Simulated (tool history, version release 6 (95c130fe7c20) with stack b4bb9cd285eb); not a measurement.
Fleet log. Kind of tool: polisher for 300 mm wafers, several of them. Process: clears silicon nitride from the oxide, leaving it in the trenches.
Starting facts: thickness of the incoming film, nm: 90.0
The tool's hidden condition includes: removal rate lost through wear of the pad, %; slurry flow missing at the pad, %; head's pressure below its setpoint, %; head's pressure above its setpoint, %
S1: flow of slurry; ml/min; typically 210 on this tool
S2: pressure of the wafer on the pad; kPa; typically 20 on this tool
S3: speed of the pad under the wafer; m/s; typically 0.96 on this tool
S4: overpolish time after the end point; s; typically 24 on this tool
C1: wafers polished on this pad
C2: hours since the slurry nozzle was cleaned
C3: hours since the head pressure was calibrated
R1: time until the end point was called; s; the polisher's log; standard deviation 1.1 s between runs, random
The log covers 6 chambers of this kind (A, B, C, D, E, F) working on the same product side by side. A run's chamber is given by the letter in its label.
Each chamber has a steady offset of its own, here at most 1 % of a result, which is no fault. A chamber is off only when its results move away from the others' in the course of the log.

Run 1F, day 0.179: usual settings; C1 487; C2 429.4; C3 321.1. Result: R1 86.801 s.
At day 0.312: chamber F: worn pad replaced by a new one.
At day 0.383: chamber F: head pressure recalibrated.
Run 2D, day 0.467: usual settings; C1 1320; C2 65.3; C3 149.4. Result: R1 84.15 s.
At day 0.646: chamber D: worn pad replaced by a new one.
At day 0.683: chamber E: worn pad replaced by a new one.
Run 3E, day 0.738: usual settings; C1 14; C2 252.2; C3 782.7. Result: R1 85.698 s.
Run 4C, day 1.05: usual settings; C1 361; C2 236.9; C3 578.5. Result: R1 83.896 s.
Run 5B, day 1.25: usual settings; C1 776; C2 213.5; C3 354.8. Result: R1 86.129 s.
Run 6A, day 1.421: usual settings but S3 0.66 m/s, S4 34 s; C1 643; C2 327.5; C3 622.1. Result: R1 120.68 s.
Run 7B, day 1.738: usual settings but S3 0.66 m/s, S4 34 s; C1 901; C2 225.2; C3 366.5. Result: R1 126.74 s.
At day 1.879: chamber B: worn pad replaced by a new one.
Run 8E, day 1.992: usual settings but S3 0.66 m/s, S4 34 s; C1 335; C2 282.3; C3 812.8. Result: R1 119.94 s.
Run 9D, day 2.258: usual settings but S3 0.66 m/s, S4 34 s; C1 413; C2 108.3; C3 192.4. Result: R1 122.12 s.
At day 2.275: chamber E: slurry nozzle cleaned.
Run 10C, day 2.517: usual settings but S3 0.66 m/s, S4 34 s; C1 737; C2 272.1; C3 613.7. Result: R1 122.53 s.
At day 2.608: chamber A: worn pad replaced by a new one.
At day 2.646: chamber F: worn pad replaced by a new one.
Run 11A, day 2.75: usual settings but S3 0.66 m/s, S4 34 s; C1 36; C2 359.4; C3 654. Result: R1 121.82 s.
Run 12F, day 2.938: usual settings; C1 75; C2 495.6; C3 61.3. Result: R1 87.293 s.
At day 2.967: chamber E: worn pad replaced by a new one.
Run 13A, day 3.125: usual settings; C1 132; C2 368.4; C3 663. Result: R1 82.339 s.
Run 14E, day 3.379: usual settings; C1 106; C2 26.6; C3 846.1. Result: R1 85.803 s.
Run 15B, day 3.529: usual settings; C1 422; C2 268.2; C3 409.5. Result: R1 83.425 s.
Run 16C, day 3.788: usual settings; C1 1062; C2 302.6; C3 644.2. Result: R1 83.927 s.
Run 17D, day 4.025: usual settings but S1 145 ml/min, S4 32 s; C1 865; C2 150.7; C3 234.8. Result: R1 90.294 s.
Run 18F, day 4.238: usual settings but S1 145 ml/min, S4 32 s; C1 408; C2 526.8; C3 92.5. Result: R1 91.102 s.
At day 4.308: chamber C: worn pad replaced by a new one.
Run 19F, day 4.5: usual settings but S1 145 ml/min, S4 32 s; C1 475; C2 533.1; C3 98.8. Result: R1 90.544 s.
Run 20E, day 4.7: usual settings but S1 145 ml/min, S4 32 s; C1 444; C2 58.3; C3 877.8. Result: R1 89.785 s.
Run 21A, day 4.85: usual settings but S1 145 ml/min, S4 32 s; C1 574; C2 409.8; C3 704.4. Result: R1 88.074 s.
Run 22B, day 4.992: usual settings but S1 145 ml/min, S4 32 s; C1 797; C2 303.3; C3 444.6. Result: R1 89.798 s.
At day 5.033: chamber E: worn pad replaced by a new one.
At day 5.162: chamber F: worn pad replaced by a new one.
Run 23D, day 5.3: usual settings but S2 14.5 kPa; C1 1192; C2 181.3; C3 265.4. Result: R1 118.62 s.
At day 5.612: chamber B: worn pad replaced by a new one.
Run 24C, day 5.617: usual settings but S2 14.5 kPa; C1 335; C2 346.5; C3 688.1. Result: R1 118.23 s.
Run 25D, day 5.771: usual settings but S2 14.5 kPa; C1 1312; C2 192.6; C3 276.7. Result: R1 119.63 s.
Run 26E, day 6.088: usual settings but S2 14.5 kPa; C1 270; C2 91.6; C3 911.1. Result: R1 116.06 s.
At day 6.188: chamber D: worn pad replaced by a new one.
Run 27B, day 6.275: usual settings but S2 14.5 kPa; C1 170; C2 334.1; C3 475.4. Result: R1 117.88 s.
Run 28A, day 6.454: usual settings but S2 14.5 kPa; C1 985; C2 448.3; C3 742.9. Result: R1 117.05 s.
Run 29C, day 6.725: usual settings; C1 619; C2 373.1; C3 714.7. Result: R1 83.459 s.
At day 6.775: chamber A: worn pad replaced by a new one.
Run 30F, day 6.908: usual settings but S3 1.14 m/s, S4 10 s; C1 447; C2 590.9; C3 156.6. Result: R1 70.082 s.
Run 31E, day 7.079: usual settings but S3 1.14 m/s, S4 10 s; C1 524; C2 115.4; C3 934.9. Result: R1 71.479 s.
Run 32D, day 7.396: usual settings but S3 1.14 m/s, S4 10 s; C1 310; C2 231.6; C3 315.7. Result: R1 69.933 s.
At day 7.442: chamber F: slurry nozzle cleaned.
At day 7.517: chamber F: worn pad replaced by a new one.
Run 33A, day 7.579: usual settings but S3 1.14 m/s, S4 10 s; C1 206; C2 475.3; C3 769.9. Result: R1 70.875 s.
Run 34F, day 7.767: usual settings but S3 1.14 m/s, S4 10 s; C1 64; C2 7.8; C3 177.2. Result: R1 71.823 s.
Run 35B, day 7.921: usual settings but S3 1.14 m/s, S4 10 s; C1 591; C2 373.6; C3 514.9. Result: R1 71.165 s.
Run 36C, day 8.233: usual settings; C1 1005; C2 409.3; C3 750.9. Result: R1 84.448 s.
Run 37B, day 8.425: usual settings; C1 720; C2 385.7; C3 527. Result: R1 86.397 s.
Run 38D, day 8.579: usual settings; C1 613; C2 260; C3 344.1. Result: R1 85.175 s.
Run 39F, day 8.792: usual settings but S1 185 ml/min, S3 1.16 m/s; C1 327; C2 32.4; C3 201.8. Result: R1 70.701 s.
Run 40C, day 9.012: usual settings but S1 185 ml/min, S3 1.16 m/s; C1 1205; C2 428; C3 769.6. Result: R1 71.214 s.
Run 41A, day 9.154: usual settings but S1 185 ml/min, S3 1.16 m/s; C1 609; C2 513.1; C3 807.7. Result: R1 69.76 s.

Is one chamber out of step, is the gauge drifting, or do the chambers differ by no more than their own small offsets? For an off chamber, give its letter and the likeliest cause.

No chamber stands off beyond its own small offset, and the gauge holds steady.
